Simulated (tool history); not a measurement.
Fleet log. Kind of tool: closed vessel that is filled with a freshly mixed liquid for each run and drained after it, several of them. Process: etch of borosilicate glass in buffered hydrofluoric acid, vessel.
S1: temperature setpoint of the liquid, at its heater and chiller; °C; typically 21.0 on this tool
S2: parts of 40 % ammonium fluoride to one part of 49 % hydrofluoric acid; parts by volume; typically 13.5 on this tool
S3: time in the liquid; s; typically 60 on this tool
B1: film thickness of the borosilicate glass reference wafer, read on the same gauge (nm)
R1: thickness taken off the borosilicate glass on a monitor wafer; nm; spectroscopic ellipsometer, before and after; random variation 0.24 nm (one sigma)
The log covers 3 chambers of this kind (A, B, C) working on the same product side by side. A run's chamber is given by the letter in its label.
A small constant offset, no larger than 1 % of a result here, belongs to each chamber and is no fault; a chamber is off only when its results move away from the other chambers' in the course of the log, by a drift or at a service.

run,day,S1,S2,S3,B1,R1
1C,0.579,21.0,13.5,60,140.04,47.463
2B,0.875,21.0,13.5,60,140.00,47.411
3A,1.150,21.0,13.5,60,140.01,46.954
4A,1.533,21.0,13.5,60,140.02,47.117
5B,1.921,21.0,13.5,60,140.04,47.935
6C,2.242,21.0,13.5,60,140.03,47.264
7A,2.742,21.0,13.5,60,139.99,46.908
8C,3.242,21.0,13.5,60,140.00,46.986
9B,3.525,21.0,13.5,60,140.03,47.742
10B,3.833,21.0,13.5,60,139.97,47.829
11C,4.262,21.0,13.5,60,140.05,47.485
12A,4.862,21.0,13.5,60,140.03,46.580
13B,5.296,21.0,13.5,60,140.04,47.789
14A,5.779,18.5,13.5,50,139.99,34.235
15C,6.354,18.5,13.5,50,140.02,34.883
16A,6.704,18.5,13.5,50,140.02,33.858
17C,7.033,21.0,13.5,60,140.01,47.462
18B,7.500,24.5,13.5,35,140.01,33.900
# day 7.562: chamber B: thermometer replaced
19A,7.979,24.5,13.5,35,139.98,32.844
20C,8.388,24.5,13.5,35,140.02,34.059
21B,8.771,21.0,13.5,60,139.99,47.594
22B,9.229,21.0,13.5,60,140.01,47.632
23A,9.717,21.0,13.5,60,140.00,46.730
24C,10.188,21.0,13.5,60,139.99,47.830
25C,10.521,21.0,10.0,60,140.02,64.816
26B,10.842,21.0,10.0,60,139.95,63.700
27A,11.304,21.0,10.0,60,139.96,62.387
28C,11.575,21.0,13.5,60,139.99,48.184
29A,12.150,17.5,15.5,60,139.97,33.675
30B,12.625,17.5,15.5,60,139.98,34.037
31B,13.121,17.5,15.5,60,140.04,34.429
32A,13.442,21.0,13.5,60,140.00,47.097
33C,13.821,21.0,13.5,60,140.02,48.264
34A,14.204,21.0,13.5,60,140.02,46.651
35C,14.796,21.0,13.5,60,139.99,48.406
36B,15.092,21.0,13.5,60,139.97,47.567
37A,15.412,21.0,13.5,60,139.96,46.211
38C,15.971,21.0,13.5,60,140.05,48.704
39B,16.362,21.0,13.5,60,139.99,47.689
40A,16.858,21.0,13.5,60,139.98,46.344
41C,17.267,21.0,11.5,60,140.02,57.233
42B,17.550,21.0,11.5,60,140.02,55.307
43A,17.842,21.0,11.5,60,140.02,55.444

The same settings go to every chamber for the next run, one line per chamber below. Forecast the results for each:
44A,18.275,21.0,13.5,60,,?
44B,18.275,21.0,13.5,60,,?
44C,18.275,21.0,13.5,60,,?

run,R1
44A,46.966
44B,47.853
44C,49.277

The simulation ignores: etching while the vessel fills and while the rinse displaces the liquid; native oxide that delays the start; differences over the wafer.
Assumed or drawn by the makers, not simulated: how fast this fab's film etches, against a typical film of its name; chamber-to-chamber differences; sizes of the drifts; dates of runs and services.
